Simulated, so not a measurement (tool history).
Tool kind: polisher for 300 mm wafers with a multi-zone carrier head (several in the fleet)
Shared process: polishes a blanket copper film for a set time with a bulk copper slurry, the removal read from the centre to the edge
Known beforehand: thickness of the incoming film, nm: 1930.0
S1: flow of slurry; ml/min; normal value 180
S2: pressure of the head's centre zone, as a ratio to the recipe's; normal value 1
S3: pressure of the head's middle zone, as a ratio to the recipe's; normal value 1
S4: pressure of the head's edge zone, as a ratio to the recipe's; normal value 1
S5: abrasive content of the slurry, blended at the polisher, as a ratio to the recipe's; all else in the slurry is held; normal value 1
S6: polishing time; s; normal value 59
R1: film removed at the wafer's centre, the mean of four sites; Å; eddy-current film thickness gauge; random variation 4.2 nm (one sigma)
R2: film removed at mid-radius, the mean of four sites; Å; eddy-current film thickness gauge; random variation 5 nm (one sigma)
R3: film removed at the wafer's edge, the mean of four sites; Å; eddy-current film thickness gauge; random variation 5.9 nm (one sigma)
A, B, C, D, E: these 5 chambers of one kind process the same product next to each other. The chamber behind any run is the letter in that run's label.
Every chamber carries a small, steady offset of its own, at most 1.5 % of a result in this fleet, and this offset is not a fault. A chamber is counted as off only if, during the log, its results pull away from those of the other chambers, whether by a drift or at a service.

run   hour   S1  S2  S3  S4  S5  S6      R1      R2      R3
 1E    3.6  180   1   1   1   1  59  4444.4  4381.4  4356.3
 2C    8.4  180   1   1   1   1  59  4443.5  4341.2  4435.9
 3B   13.3  180   1   1   1   1  59  4247.7  4328.7  4366.6
      17.3  -- chamber E: worn pad replaced by a new one
 4D   17.4  180   1   1   1   1  59  4368.4  4319.1  4412.6
 5A   22.1  180   1   1   1   1  59  4370.1  4430.0  4317.2
      23.2  -- chamber A: worn pad replaced by a new one
      25.8  -- chamber B: worn pad replaced by a new one
 6E   26.2  180   1   1   1   1  59  4416.7  4356.1  4349.3
 7B   29.7  120   1   1   1   1  59  3950.8  4026.7  4129.5
 8A   34.5  120   1   1   1   1  59  3934.2  4000.2  4182.7
 9D   37.1  120   1   1   1   1  59  3981.7  3915.2  4081.9
10C   41.6  120   1   1   1   1  59  3997.8  3953.9  4194.1
      45.2  -- chamber E: slurry nozzle cleaned
11A   46.6  120   1   1   1   1  59  4057.2  4085.1  4166.7
12B   51.1  180   1   1   1   1  59  4395.0  4409.5  4387.5
      55.6  -- chamber C: worn pad replaced by a new one
13E   55.8  180   1   1   1   1  59  4363.1  4323.8  4328.0
14D   59.0  180   1   1   1   1  59  4300.0  4338.5  4359.7
15C   62.9  180   1   1   1   1  59  4365.4  4308.7  4294.3
      65.8  -- chamber E: worn pad replaced by a new one
      66.0  -- chamber D: worn pad replaced by a new one
16B   67.9  180   1   1   1   1  59  4349.4  4354.5  4343.8
      68.0  -- chamber A: slurry nozzle cleaned
      71.3  -- chamber A: worn pad replaced by a new one
17C   72.1  180   1   1   1   1  59  4440.9  4356.6  4489.5
      74.5  -- chamber B: slurry nozzle cleaned
18D   75.2  180   1   1   1   1  59  4310.4  4302.8  4431.4
19A   78.0  180   1   1   1   1  59  4311.4  4341.2  4334.0
20E   81.0  180   1   1   1   1  59  4371.9  4320.8  4250.2
21D   86.5  180   1   1   1   1  59  4216.7  4352.4  4306.9
22A   89.1  180   1   1   1   1  59  4353.3  4437.2  4371.8
      89.7  -- chamber B: worn pad replaced by a new one
23B   94.9  225   1   1   1   1  52  3957.3  3952.6  3963.4
24C   98.2  225   1   1   1   1  52  3983.6  4009.8  4015.6
      99.6  -- chamber B: centre zone pressure recalibrated
25E  101.3  225   1   1   1   1  52  3989.5  3935.3  3946.9
26B  105.7  225   1   1   1   1  52  4044.7  3903.7  3950.0
     107.3  -- chamber E: worn pad replaced by a new one
27A  111.1  225   1   1   1   1  52  3958.2  3981.6  3916.6
28D  115.0  180   1   1   1   1  59  4088.2  4355.3  4355.3
29E  119.9  180   1   1   1   1  59  4400.1  4311.5  4375.3
     120.1  -- chamber A: worn pad replaced by a new one
     123.2  -- chamber C: worn pad replaced by a new one
30C  124.0  180   1   1   1   1  59  4471.7  4307.0  4508.3
31E  128.9  180   1   1   1   1  59  4397.1  4382.5  4304.0
32D  133.5  180   1   1   1   1  59  3991.5  4310.6  4225.9
33C  137.2  180   1   1   1   1  59  4413.2  4341.2  4356.5
34A  143.0  180   1   1   1   1  59  4373.0  4454.1  4306.2
35B  146.2  180   1   1   1   1  59  4384.8  4375.7  4329.5
36E  148.8  180   1   1   1   1  59  4368.8  4312.4  4327.7
     151.0  -- chamber D: worn pad replaced by a new one
37A  154.1  180   1   1   1   1  59  4367.7  4384.5  4339.4
38B  157.6  180   1   1   1   1  59  4363.8  4362.9  4384.7
39C  163.2  180   1   1   1   1  59  4394.1  4371.0  4281.1
40D  169.0  180   1   1   1   1  59  3808.0  4291.0  4254.5

Each of the 5 chambers runs these same settings next. Fill in every chamber's results:
41A  173.3  180   1   1   1   1  59   ?   ?   ?
41B  173.3  180   1   1   1   1  59   ?   ?   ?
41C  173.3  180   1   1   1   1  59   ?   ?   ?
41D  173.3  180   1   1   1   1  59   ?   ?   ?
41E  173.3  180   1   1   1   1  59   ?   ?   ?

run      R1      R2      R3
41A  4380.2  4424.6  4445.5
41B  4254.0  4327.9  4345.3
41C  4438.9  4415.8  4413.7
41D  3860.0  4385.8  4270.2
41E  4337.5  4372.7  4317.0
